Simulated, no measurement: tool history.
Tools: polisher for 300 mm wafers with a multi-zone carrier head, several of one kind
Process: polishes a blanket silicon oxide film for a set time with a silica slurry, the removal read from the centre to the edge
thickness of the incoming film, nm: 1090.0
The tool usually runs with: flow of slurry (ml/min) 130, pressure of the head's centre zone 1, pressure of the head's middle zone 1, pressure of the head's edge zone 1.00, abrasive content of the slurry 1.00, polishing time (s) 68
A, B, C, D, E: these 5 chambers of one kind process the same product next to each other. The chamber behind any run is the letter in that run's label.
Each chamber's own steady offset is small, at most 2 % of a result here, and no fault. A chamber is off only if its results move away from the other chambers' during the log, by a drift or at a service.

run   hour  flow of slurry (ml/min)  pressure of the head's centre zone  pressure of the head's middle zone  pressure of the head's edge zone  abrasive content of the slurry  polishing time (s)  film removed at the wafer's centre (Å)  film removed at mid-radius (Å)  film removed at the wafer's edge (Å)
 1E    6.7                      130                                   1                                   1                              1.00                            1.00                  68                                  3107.9                          3063.1                                3053.8
 2D   14.0                      130                                   1                                   1                              1.00                            1.00                  68                                  2962.2                          3035.4                                2972.6
 3B   26.7                      130                                   1                                   1                              1.00                            1.00                  68                                  3015.8                          2996.2                                2979.9
      27.5  -- chamber A: centre zone pressure recalibrated
 4A   38.8                      130                                   1                                   1                              1.00                            1.00                  68                                  2998.9                          3058.2                                2976.7
      50.7  -- chamber A: worn pad replaced by a new one
 5C   50.7                      130                                   1                                   1                              1.00                            1.00                  68                                  3009.2                          3044.1                                3062.2
      53.0  -- chamber B: worn pad replaced by a new one
 6B   57.9                      130                                   1                                   1                              1.00                            1.00                  68                                  3033.9                          2968.2                                2980.8
 7A   66.2                      130                                   1                                   1                              1.00                            1.15                  68                                  3280.2                          3216.3                                3174.0
 8D   76.7                      130                                   1                                   1                              1.00                            1.15                  68                                  3156.0                          3168.2                                3238.9
      82.1  -- chamber C: worn pad replaced by a new one
 9E   82.7                      130                                   1                                   1                              1.00                            1.15                  68                                  3270.9                          3254.1                                3230.0
      87.4  -- chamber B: edge zone pressure recalibrated
10C   90.0                      130                                   1                                   1                              1.00                            1.15                  68                                  3176.0                          3182.6                                3247.1
11B   97.0                      130                                   1                                   1                              1.00                            1.15                  68                                  3215.9                          3181.7                                3178.2
12C  110.2                      130                                   1                                   1                              1.00                            1.00                  68                                  3008.2                          3049.3                                3024.8
13D  117.3                      130                                   1                                   1                              1.00                            1.00                  68                                  2967.1                          3029.9                                3068.4
14E  128.1                      130                                   1                                   1                              1.00                            1.00                  68                                  3071.6                          3023.8                                2990.2
15A  134.7                      130                                   1                                   1                              1.09                            1.00                  68                                  3024.5                          3031.0                                3116.6
16C  142.0                      130                                   1                                   1                              1.09                            1.00                  68                                  2964.3                          3041.0                                3156.3
     144.2  -- chamber A: worn pad replaced by a new one
17D  150.8                      130                                   1                                   1                              1.09                            1.00                  68                                  3010.8                          3030.3                                3164.9
18A  159.1                      130                                   1                                   1                              1.09                            1.00                  68                                  3097.4                          3047.2                                3163.2
19E  168.3                      130                                   1                                   1                              1.09                            1.00                  68                                  3040.8                          3021.4                                3160.1
20B  177.7                      130                                   1                                   1                              1.00                            1.00                  68                                  2988.4                          3009.4                                3010.3
     183.1  -- chamber B: slurry nozzle cleaned
21A  185.4                      130                                   1                                   1                              1.00                            1.00                  68                                  2977.2                          3046.8                                2955.0
     187.2  -- chamber D: worn pad replaced by a new one
     188.5  -- chamber C: slurry nozzle cleaned
22E  194.8                      130                                   1                                   1                              1.00                            1.00                  68                                  3048.6                          3054.4                                3046.0
     207.3  -- chamber E: worn pad replaced by a new one
23D  208.4                      130                                   1                                   1                              1.00                            1.00                  68                                  2933.8                          3025.9                                3024.5
24B  215.1                      130                                   1                                   1                              1.00                            1.00                  68                                  2951.9                          3052.3                                2962.6
     221.0  -- chamber C: worn pad replaced by a new one
25C  223.1                      130                                   1                                   1                              1.00                            1.00                  68                                  3012.4                          3033.9                                3091.6
     234.0  -- chamber B: worn pad replaced by a new one
26C  234.6                      130                                   1                                   1                              1.00                            1.00                  68                                  3061.3                          3057.7                                3076.2
     240.8  -- chamber C: edge zone pressure recalibrated
     245.5  -- chamber D: edge zone pressure recalibrated
     246.2  -- chamber A: worn pad replaced by a new one
27B  247.2                      130                                   1                                   1                              1.00                            1.00                  68                                  2864.5                          2998.3                                2975.1
28E  260.0                       85                                   1                                   1                              1.00                            1.15                  68                                  2866.2                          2876.2                                2976.1
29D  270.3                       85                                   1                                   1                              1.00                            1.15                  68                                  2780.6                          2874.1                                2965.5
30A  277.1                       85                                   1                                   1                              1.00                            1.15                  68                                  2859.4                          2880.6                                2923.7
     278.5  -- chamber D: centre zone pressure recalibrated
31A  284.4                       85                                   1                                   1                              1.00                            1.15                  68                                  2849.6                          2903.5                                2933.8
32D  291.7                       85                                   1                                   1                              1.00                            1.15                  68                                  2807.3                          2852.0                                2965.2
33B  299.1                      130                                   1                                   1                              1.00                            1.00                  68                                  2761.2                          2989.9                                3021.8
     299.4  -- chamber E: slurry nozzle cleaned
34E  307.4                      130                                   1                                   1                              1.00                            1.25                  68                                  3383.9                          3364.6                                3325.4
35C  318.4                      130                                   1                                   1                              1.00                            1.25                  68                                  3293.3                          3359.8                                3341.1
     322.6  -- chamber A: edge zone pressure recalibrated
36A  328.5                      130                                   1                                   1                              1.00                            1.25                  68                                  3314.3                          3334.8                                3295.1
37E  334.5                      130                                   1                                   1                              1.00                            1.25                  68                                  3328.3                          3362.0                                3341.1
38C  345.3                      130                                   1                                   1                              1.00                            1.25                  68                                  3305.4                          3342.2                                3357.5
39B  352.5                      130                                   1                                   1                              1.00                            1.00                  68                                  2706.2                          3015.2                                2967.8
40D  359.9                      130                                   1                                   1                              1.00                            1.00                  68                                  2963.9                          3020.8                                3009.3
41C  368.5                      130                                   1                                   1                              1.00                            1.00                  68                                  3006.7                          3000.6                                3047.8

For the next run the whole fleet of 5 chambers uses the same settings. Give each chamber's results:
42A  378.2                      130                                   1                                   1                              1.07                            1.00                  68                                       ?                               ?                                     ?
42B  378.2                      130                                   1                                   1                              1.07                            1.00                  68                                       ?                               ?                                     ?
42C  378.2                      130                                   1                                   1                              1.07                            1.00                  68                                       ?                               ?                                     ?
42D  378.2                      130                                   1                                   1                              1.07                            1.00                  68                                       ?                               ?                                     ?
42E  378.2                      130                                   1                                   1                              1.07                            1.00                  68                                       ?                               ?                                     ?

run  film removed at the wafer's centre (Å)  film removed at mid-radius (Å)  film removed at the wafer's edge (Å)
42A                                  3040.0                          3012.7                                3061.0
42B                                  2642.0                          2998.0                                3058.5
42C                                  2996.6                          3030.2                                3154.4
42D                                  2966.3                          3026.0                                3165.2
42E                                  3032.5                          3062.7                                3085.8
